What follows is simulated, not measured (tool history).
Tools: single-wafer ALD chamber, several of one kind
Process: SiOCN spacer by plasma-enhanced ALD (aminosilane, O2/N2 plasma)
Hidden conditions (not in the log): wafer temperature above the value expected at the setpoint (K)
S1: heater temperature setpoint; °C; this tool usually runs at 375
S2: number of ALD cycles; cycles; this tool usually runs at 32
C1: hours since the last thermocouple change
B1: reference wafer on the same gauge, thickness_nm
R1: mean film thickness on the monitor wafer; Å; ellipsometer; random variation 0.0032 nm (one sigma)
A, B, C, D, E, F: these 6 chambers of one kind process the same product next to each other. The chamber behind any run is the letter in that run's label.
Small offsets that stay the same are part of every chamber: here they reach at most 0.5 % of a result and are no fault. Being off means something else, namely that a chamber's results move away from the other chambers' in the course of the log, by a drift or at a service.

run	day	S1	S2	C1	B1	R1
1C	0.321	375	32	535.6	2.3002	19.307
2B	0.679	375	32	813.7	2.2984	19.281
3F	1.012	375	32	562.4	2.2980	19.277
4E	1.521	375	32	2254.4	2.2982	19.410
5D	1.879	375	32	1019.2	2.2998	19.315
6A	2.267	375	32	1568.2	2.2976	19.372
7F	2.654	381	38	601.8	2.2977	22.873
8E	3.075	381	38	2291.7	2.2972	22.994
# day 3.292: chamber E: thermocouple changed; heater temperature recalibrated
9A	3.562	381	38	1599.3	2.2965	22.984
10D	3.925	381	38	1068.3	2.2965	22.921
11C	4.383	381	38	633.1	2.2949	22.901
12B	4.850	381	38	913.8	2.2954	22.873
13E	5.312	375	32	48.6	2.2950	19.360
14B	5.675	375	32	933.6	2.2941	19.210
15C	6.075	375	32	673.7	2.2947	19.268
16A	6.450	375	32	1668.6	2.2937	19.330
17D	6.742	375	32	1135.9	2.2926	19.290
18F	7.121	362	29	709.0	2.2928	17.425
19E	7.638	362	29	104.4	2.2929	17.531
20B	8.050	362	29	990.6	2.2925	17.369
21F	8.521	362	29	742.6	2.2903	17.462
22D	8.867	362	29	1186.9	2.2920	17.427
23A	9.346	362	29	1738.1	2.2899	17.440
24C	9.675	375	32	760.1	2.2905	19.229
25A	10.062	375	32	1755.3	2.2889	19.354
26E	10.558	375	32	174.5	2.2890	19.305
27B	10.875	375	34	1058.4	2.2889	20.393
28F	11.179	375	34	806.4	2.2880	20.399
29D	11.417	375	34	1248.1	2.2893	20.467
30C	11.929	375	34	814.2	2.2878	20.354
31F	12.417	375	34	836.1	2.2865	20.390
32A	12.750	375	34	1819.8	2.2881	20.488
33E	13.200	375	32	237.9	2.2873	19.294
34C	13.533	375	32	852.7	2.2867	19.197
35D	13.800	375	32	1305.3	2.2864	19.196
36B	14.133	364	26	1136.6	2.2859	15.547
37B	14.529	364	26	1146.1	2.2844	15.582
# day 14.942: chamber C: thermocouple changed; heater temperature recalibrated
38C	14.967	364	26	0.6	2.2848	15.627

Does one chamber stand apart from the rest, does the shared gauge drift, or is all well apart from small per-chamber offsets? Give the chamber and the most likely cause, where there is one.

The gauge drifts, so all chambers seem to drift together. No chamber is off.
Likeliest cause: gauge reads low (%) = 0.685.
